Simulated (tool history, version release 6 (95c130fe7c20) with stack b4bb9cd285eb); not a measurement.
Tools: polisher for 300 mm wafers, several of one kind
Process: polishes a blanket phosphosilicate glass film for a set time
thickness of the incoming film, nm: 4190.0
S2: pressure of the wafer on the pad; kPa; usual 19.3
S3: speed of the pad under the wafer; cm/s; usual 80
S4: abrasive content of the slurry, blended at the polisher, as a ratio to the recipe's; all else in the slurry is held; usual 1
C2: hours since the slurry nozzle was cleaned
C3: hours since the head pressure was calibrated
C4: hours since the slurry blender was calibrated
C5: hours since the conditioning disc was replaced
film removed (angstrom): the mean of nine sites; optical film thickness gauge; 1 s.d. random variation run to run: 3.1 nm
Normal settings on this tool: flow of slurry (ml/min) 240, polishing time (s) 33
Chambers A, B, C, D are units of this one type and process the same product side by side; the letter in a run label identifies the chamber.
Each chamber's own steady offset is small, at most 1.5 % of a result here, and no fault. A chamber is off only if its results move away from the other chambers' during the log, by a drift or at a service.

Run 1C, hour 7.1: usual settings; wafers polished on this pad 494; C2 21.6; C3 232.0; C4 34.4; C5 374.0. Result: film removed (angstrom) 2464.9.
Run 2A, hour 22.4: usual settings; wafers polished on this pad 962; C2 588.9; C3 748.9; C4 42.8; C5 132.1. Result: film removed (angstrom) 2473.7.
At hour 28.4: chamber D: worn pad replaced by a new one.
Run 3D, hour 31.5: usual settings; wafers polished on this pad 58; C2 225.7; C3 835.3; C4 179.9; C5 91.9. Result: film removed (angstrom) 2492.2.
At hour 31.6: chamber A: slurry nozzle cleaned.
At hour 32.6: chamber B: conditioning disc replaced and pad reconditioned.
Run 4B, hour 42.3: usual settings; wafers polished on this pad 835; C2 219.6; C3 291.1; C4 360.4; C5 9.8. Result: film removed (angstrom) 2522.1.
Run 5D, hour 51.8: usual settings but flow of slurry (ml/min) 175; wafers polished on this pad 435; C2 246.0; C3 855.6; C4 200.2; C5 112.2. Result: film removed (angstrom) 2382.6.
At hour 55.5: chamber B: slurry blender recalibrated.
Run 6C, hour 59.4: usual settings but flow of slurry (ml/min) 175; wafers polished on this pad 1466; C2 73.9; C3 284.3; C4 86.7; C5 426.3. Result: film removed (angstrom) 2423.0.
At hour 65.6: chamber B: slurry nozzle cleaned.
At hour 67.9: chamber A: worn pad replaced by a new one.
Run 7B, hour 71.0: usual settings but flow of slurry (ml/min) 175; wafers polished on this pad 1368; C2 5.5; C3 319.8; C4 15.5; C5 38.5. Result: film removed (angstrom) 2362.6.
At hour 75.7: chamber C: worn pad replaced by a new one.
At hour 81.5: chamber B: worn pad replaced by a new one.
Run 8A, hour 83.4: usual settings but flow of slurry (ml/min) 175; wafers polished on this pad 289; C2 51.8; C3 809.9; C4 103.8; C5 193.1. Result: film removed (angstrom) 2355.9.
Run 9D, hour 97.4: usual settings but flow of slurry (ml/min) 165; wafers polished on this pad 1282; C2 291.6; C3 901.2; C4 245.8; C5 157.8. Result: film removed (angstrom) 2354.5.
At hour 104.7: chamber D: worn pad replaced by a new one.
Run 10C, hour 109.7: usual settings but flow of slurry (ml/min) 165; wafers polished on this pad 632; C2 124.2; C3 334.6; C4 137.0; C5 476.6. Result: film removed (angstrom) 2294.1.
At hour 120.5: chamber C: conditioning disc replaced and pad reconditioned.
Run 11B, hour 121.3: usual settings but flow of slurry (ml/min) 165; wafers polished on this pad 740; C2 55.8; C3 370.1; C4 65.8; C5 88.8. Result: film removed (angstrom) 2406.6.
At hour 127.0: chamber C: head pressure recalibrated.
At hour 133.5: chamber A: conditioning disc replaced and pad reconditioned.
Run 12A, hour 134.0: usual settings but flow of slurry (ml/min) 165; wafers polished on this pad 1229; C2 102.4; C3 860.5; C4 154.4; C5 0.5. Result: film removed (angstrom) 2444.6.
Run 13B, hour 144.9: usual settings; wafers polished on this pad 1179; C2 79.4; C3 393.7; C4 89.4; C5 112.4. Result: film removed (angstrom) 2507.8.
Run 14C, hour 151.8: usual settings; wafers polished on this pad 1414; C2 166.3; C3 24.9; C4 179.1; C5 31.3. Result: film removed (angstrom) 2415.6.
At hour 153.8: chamber C: worn pad replaced by a new one.
At hour 159.4: chamber A: worn pad replaced by a new one.
Run 15D, hour 159.9: usual settings; wafers polished on this pad 1026; C2 354.1; C3 963.7; C4 308.3; C5 220.3. Result: film removed (angstrom) 2526.4.
Run 16A, hour 168.0: usual settings; wafers polished on this pad 160; C2 136.4; C3 894.5; C4 188.4; C5 34.5. Result: film removed (angstrom) 2510.1.
At hour 169.5: chamber B: worn pad replaced by a new one.
Run 17D, hour 181.2: usual settings; wafers polished on this pad 1422; C2 375.4; C3 985.0; C4 329.6; C5 241.6. Result: film removed (angstrom) 2502.2.
Run 18B, hour 195.9: usual settings; wafers polished on this pad 491; C2 130.4; C3 444.7; C4 140.4; C5 163.4. Result: film removed (angstrom) 2469.1.
At hour 204.1: chamber D: worn pad replaced by a new one.
Run 19A, hour 206.9: usual settings; wafers polished on this pad 882; C2 175.3; C3 933.4; C4 227.3; C5 73.4. Result: film removed (angstrom) 2529.8.
At hour 209.5: chamber D: slurry blender recalibrated.
Run 20C, hour 221.5: usual settings; wafers polished on this pad 1259; C2 236.0; C3 94.6; C4 248.8; C5 101.0. Result: film removed (angstrom) 2356.0.
At hour 223.6: chamber C: slurry nozzle cleaned.
Run 21A, hour 229.6: usual settings but S3 100 cm/s, polishing time (s) 38; wafers polished on this pad 1304; C2 198.0; C3 956.1; C4 250.0; C5 96.1. Result: film removed (angstrom) 3523.7.
At hour 232.9: chamber C: worn pad replaced by a new one.
At hour 235.2: chamber D: conditioning disc replaced and pad reconditioned.
Run 22C, hour 238.3: usual settings but S3 100 cm/s, polishing time (s) 38; wafers polished on this pad 102; C2 14.8; C3 111.4; C4 265.6; C5 117.8. Result: film removed (angstrom) 3289.8.
Run 23D, hour 250.7: usual settings but S3 100 cm/s, polishing time (s) 38; wafers polished on this pad 866; C2 444.9; C3 1054.5; C4 41.3; C5 15.6. Result: film removed (angstrom) 3440.8.
At hour 254.7: chamber B: worn pad replaced by a new one.
At hour 258.4: chamber A: worn pad replaced by a new one.
Run 24B, hour 261.9: usual settings but S3 100 cm/s, polishing time (s) 38; wafers polished on this pad 135; C2 196.4; C3 510.7; C4 206.4; C5 229.4. Result: film removed (angstrom) 3453.8.
Run 25C, hour 276.9: usual settings; wafers polished on this pad 819; C2 53.4; C3 150.0; C4 304.2; C5 156.4. Result: film removed (angstrom) 2325.8.
Run 26B, hour 290.5: usual settings; wafers polished on this pad 666; C2 225.0; C3 539.3; C4 235.0; C5 258.0. Result: film removed (angstrom) 2502.2.
At hour 299.6: chamber D: worn pad replaced by a new one.
Run 27D, hour 304.2: usual settings; wafers polished on this pad 86; C2 498.4; C3 1108.0; C4 94.8; C5 69.1. Result: film removed (angstrom) 2504.8.
Run 28A, hour 312.5: usual settings; wafers polished on this pad 1006; C2 280.9; C3 1039.0; C4 332.9; C5 179.0. Result: film removed (angstrom) 2498.2.
At hour 312.8: chamber B: conditioning disc replaced and pad reconditioned.
At hour 317.1: chamber B: slurry nozzle cleaned.
At hour 322.1: chamber C: worn pad replaced by a new one.
Run 29A, hour 326.9: usual settings; wafers polished on this pad 1274; C2 295.3; C3 1053.4; C4 347.3; C5 193.4. Result: film removed (angstrom) 2545.8.
At hour 327.5: chamber A: conditioning disc replaced and pad reconditioned.
At hour 331.1: chamber B: worn pad replaced by a new one.
At hour 333.9: chamber A: worn pad replaced by a new one.
Run 30C, hour 342.2: usual settings; wafers polished on this pad 374; C2 118.7; C3 215.3; C4 369.5; C5 221.7. Result: film removed (angstrom) 2319.9.
At hour 343.2: chamber A: slurry blender recalibrated.
Run 31B, hour 355.3: usual settings; wafers polished on this pad 449; C2 38.2; C3 604.1; C4 299.8; C5 42.5. Result: film removed (angstrom) 2498.6.
Run 32D, hour 367.0: usual settings; wafers polished on this pad 1253; C2 561.2; C3 1170.8; C4 157.6; C5 131.9. Result: film removed (angstrom) 2511.3.
Run 33D, hour 377.7: usual settings; wafers polished on this pad 1451; C2 571.9; C3 1181.5; C4 168.3; C5 142.6. Result: film removed (angstrom) 2500.1.
At hour 390.2: chamber D: worn pad replaced by a new one.
Run 34A, hour 391.7: usual settings; wafers polished on this pad 1075; C2 360.1; C3 1118.2; C4 48.5; C5 64.2. Result: film removed (angstrom) 2578.2.
At hour 397.5: chamber C: worn pad replaced by a new one.
Run 35C, hour 401.8: usual settings; wafers polished on this pad 80; C2 178.3; C3 274.9; C4 429.1; C5 281.3. Result: film removed (angstrom) 2239.5.
At hour 412.4: chamber B: worn pad replaced by a new one.
Run 36B, hour 414.7: usual settings; wafers polished on this pad 44; C2 97.6; C3 663.5; C4 359.2; C5 101.9. Result: film removed (angstrom) 2503.1.
Run 37D, hour 426.1: usual settings; wafers polished on this pad 668; C2 620.3; C3 1229.9; C4 216.7; C5 191.0. Result: film removed (angstrom) 2463.4.
At hour 433.2: chamber A: worn pad replaced by a new one.
Run 38A, hour 434.0: usual settings; wafers polished on this pad 16; C2 402.4; C3 1160.5; C4 90.8; C5 106.5. Result: film removed (angstrom) 2552.7.

What goes on in this fleet: one chamber off, a drifting gauge, or nothing beyond the chambers' own small offsets? Name the chamber and the cause, if any.

Little by little, chamber C moves away from the other chambers.
Most likely cause: abrasive missing from the slurry, % = 22.

Below are 4 candidate recipes for chamber C's next run, each the usual settings with a change, their results shown as question marks. Which of them brings C's results back in line with what the other chambers give on the usual settings?
In-line tolerance around the mean of the other chambers on the usual settings: film removed (angstrom) 110.0
Run 39C-1, hour 445.1: usual settings but S2 17.9 kPa, S3 76 cm/s, S4 0.95. Result: film removed (angstrom) ?.
Run 39C-2, hour 445.1: usual settings but S2 18.6 kPa, S3 78 cm/s. Result: film removed (angstrom) ?.
Run 39C-3, hour 445.1: usual settings but S2 20.0 kPa, S3 82 cm/s. Result: film removed (angstrom) ?.
Run 39C-4, hour 445.1: usual settings but flow of slurry (ml/min) 255, S4 1.25. Result: film removed (angstrom) ?.

Other chambers, usual settings, mean: film removed (angstrom) 2504.8
  run  film removed (angstrom)
39C-1                   1900.9
39C-2                   2067.5
39C-3                   2307.5
39C-4                   2450.5
The right change is 39C-4: it brings the chamber back within the allowed miss of the others.

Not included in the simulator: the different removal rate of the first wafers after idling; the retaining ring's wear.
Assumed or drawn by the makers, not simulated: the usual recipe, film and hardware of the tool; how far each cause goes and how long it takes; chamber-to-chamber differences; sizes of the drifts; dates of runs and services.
